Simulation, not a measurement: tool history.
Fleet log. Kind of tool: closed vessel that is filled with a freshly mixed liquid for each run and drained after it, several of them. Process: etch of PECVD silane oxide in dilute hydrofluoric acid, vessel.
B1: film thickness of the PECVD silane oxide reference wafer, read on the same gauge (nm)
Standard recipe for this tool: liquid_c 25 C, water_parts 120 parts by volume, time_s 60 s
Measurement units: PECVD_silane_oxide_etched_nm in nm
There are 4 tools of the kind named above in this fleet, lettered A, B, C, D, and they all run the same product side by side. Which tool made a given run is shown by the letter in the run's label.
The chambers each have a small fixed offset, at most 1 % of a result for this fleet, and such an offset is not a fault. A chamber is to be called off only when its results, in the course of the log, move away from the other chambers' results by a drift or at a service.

Run 1C, hour 3.4: usual settings; B1 139.98. Result: PECVD_silane_oxide_etched_nm 16.175 nm.
Run 2A, hour 5.7: usual settings; B1 140.02. Result: PECVD_silane_oxide_etched_nm 16.078 nm.
Run 3D, hour 9.3: usual settings; B1 139.99. Result: PECVD_silane_oxide_etched_nm 16.321 nm.
Run 4B, hour 13.4: usual settings; B1 139.99. Result: PECVD_silane_oxide_etched_nm 16.254 nm.
Run 5A, hour 17.5: usual settings; B1 140.04. Result: PECVD_silane_oxide_etched_nm 16.068 nm.
Run 6C, hour 20.5: usual settings; B1 139.99. Result: PECVD_silane_oxide_etched_nm 16.228 nm.
Run 7D, hour 22.4: usual settings; B1 139.98. Result: PECVD_silane_oxide_etched_nm 15.949 nm.
Run 8B, hour 25.3: usual settings; B1 139.99. Result: PECVD_silane_oxide_etched_nm 16.16 nm.
Run 9A, hour 29.1: usual settings; B1 139.98. Result: PECVD_silane_oxide_etched_nm 15.986 nm.
Run 10C, hour 32.4: usual settings but liquid_c 27 C; B1 140.03. Result: PECVD_silane_oxide_etched_nm 17.577 nm.
Run 11B, hour 35.7: usual settings but liquid_c 27 C; B1 140.02. Result: PECVD_silane_oxide_etched_nm 17.366 nm.
Run 12D, hour 39.1: usual settings but liquid_c 27 C; B1 140.04. Result: PECVD_silane_oxide_etched_nm 17.22 nm.
Run 13A, hour 41.7: usual settings but liquid_c 27 C; B1 139.99. Result: PECVD_silane_oxide_etched_nm 17.109 nm.
Run 14C, hour 45.5: usual settings; B1 139.99. Result: PECVD_silane_oxide_etched_nm 16.301 nm.
Run 15B, hour 48.7: usual settings; B1 140.03. Result: PECVD_silane_oxide_etched_nm 16.027 nm.
Run 16D, hour 52.5: usual settings but liquid_c 28 C; B1 140.01. Result: PECVD_silane_oxide_etched_nm 18.065 nm.
Run 17C, hour 56.8: usual settings but liquid_c 28 C; B1 140.03. Result: PECVD_silane_oxide_etched_nm 18.343 nm.
Run 18B, hour 60.6: usual settings but liquid_c 28 C; B1 140.03. Result: PECVD_silane_oxide_etched_nm 17.978 nm.
Run 19A, hour 63.1: usual settings but liquid_c 28 C; B1 140. Result: PECVD_silane_oxide_etched_nm 18.044 nm.
Run 20D, hour 66.4: usual settings but time_s 45 s; B1 139.99. Result: PECVD_silane_oxide_etched_nm 11.97 nm.
Run 21B, hour 68.6: usual settings but time_s 45 s; B1 140.04. Result: PECVD_silane_oxide_etched_nm 12.168 nm.
Run 22D, hour 71.7: usual settings but time_s 45 s; B1 139.97. Result: PECVD_silane_oxide_etched_nm 11.961 nm.
Run 23A, hour 75.1: usual settings but time_s 45 s; B1 140.03. Result: PECVD_silane_oxide_etched_nm 11.721 nm.
Run 24C, hour 77.2: usual settings; B1 139.97. Result: PECVD_silane_oxide_etched_nm 16.281 nm.
Run 25D, hour 81.3: usual settings; B1 140.01. Result: PECVD_silane_oxide_etched_nm 15.988 nm.
Run 26A, hour 85.2: usual settings; B1 140.01. Result: PECVD_silane_oxide_etched_nm 15.364 nm.
Run 27B, hour 89.5: usual settings; B1 139.94. Result: PECVD_silane_oxide_etched_nm 16.211 nm.
Run 28C, hour 91.4: usual settings but liquid_c 30 C, water_parts 65 parts by volume; B1 140. Result: PECVD_silane_oxide_etched_nm 39.479 nm.
Run 29B, hour 93.8: usual settings but liquid_c 30 C, water_parts 65 parts by volume; B1 140.04. Result: PECVD_silane_oxide_etched_nm 39.808 nm.
Run 30D, hour 96.6: usual settings but liquid_c 30 C, water_parts 65 parts by volume; B1 140.04. Result: PECVD_silane_oxide_etched_nm 38.698 nm.
Run 31C, hour 100.2: usual settings but liquid_c 30 C, water_parts 65 parts by volume; B1 139.99. Result: PECVD_silane_oxide_etched_nm 39.475 nm.
Run 32A, hour 102.4: usual settings but water_parts 95 parts by volume, time_s 40 s; B1 140.05. Result: PECVD_silane_oxide_etched_nm 13.005 nm.
Run 33C, hour 106.2: usual settings but water_parts 95 parts by volume, time_s 40 s; B1 140.03. Result: PECVD_silane_oxide_etched_nm 14.165 nm.
Run 34D, hour 110: usual settings but water_parts 95 parts by volume, time_s 40 s; B1 139.99. Result: PECVD_silane_oxide_etched_nm 13.774 nm.
Run 35B, hour 113.5: usual settings but water_parts 95 parts by volume, time_s 40 s; B1 140.02. Result: PECVD_silane_oxide_etched_nm 13.989 nm.
Run 36A, hour 117.4: usual settings; B1 140.01. Result: PECVD_silane_oxide_etched_nm 14.904 nm.
Run 37B, hour 121.2: usual settings; B1 140.01. Result: PECVD_silane_oxide_etched_nm 16.321 nm.
Run 38A, hour 123.9: usual settings; B1 140.03. Result: PECVD_silane_oxide_etched_nm 14.85 nm.
Run 39D, hour 127.1: usual settings; B1 139.99. Result: PECVD_silane_oxide_etched_nm 15.932 nm.
Run 40C, hour 130.1: usual settings; B1 139.96. Result: PECVD_silane_oxide_etched_nm 16.252 nm.

What goes on in this fleet: one chamber off, a drifting gauge, or nothing beyond the chambers' own small offsets? Name the chamber and the cause, if any.

One chamber, A, drifts off from the rest bit by bit.
Most likely cause: hydrofluoric acid flow below the setpoint (%) = 7.51.
The log might look much the same if the cause were instead: liquid colder than its thermometer reads (K).

Here are 4 candidates for chamber A's next run, each the usual settings with a change, their results left as question marks. Which one brings its results back in line with what the others give on the usual settings?
In line here means within this much of the mean the other chambers give on the usual settings: PECVD_silane_oxide_etched_nm 0.38 nm
Run 41A-1, hour 133.2: usual settings but liquid_c 24.5 C, water_parts 130 parts by volume, time_s 55 s. Result: PECVD_silane_oxide_etched_nm ?.
Run 41A-2, hour 133.2: usual settings but water_parts 110 parts by volume. Result: PECVD_silane_oxide_etched_nm ?.
Run 41A-3, hour 133.2: usual settings but liquid_c 25.5 C, water_parts 110 parts by volume, time_s 65 s. Result: PECVD_silane_oxide_etched_nm ?.
Run 41A-4, hour 133.2: usual settings but water_parts 130 parts by volume. Result: PECVD_silane_oxide_etched_nm ?.

The mean the other chambers reach with the usual settings: PECVD_silane_oxide_etched_nm 16.135 nm
  run  PECVD_silane_oxide_etched_nm
41A-1                        12.046
41A-2                        16.199
41A-3                        17.899
41A-4                        13.395
41A-2 puts the chamber back in line with the other chambers.
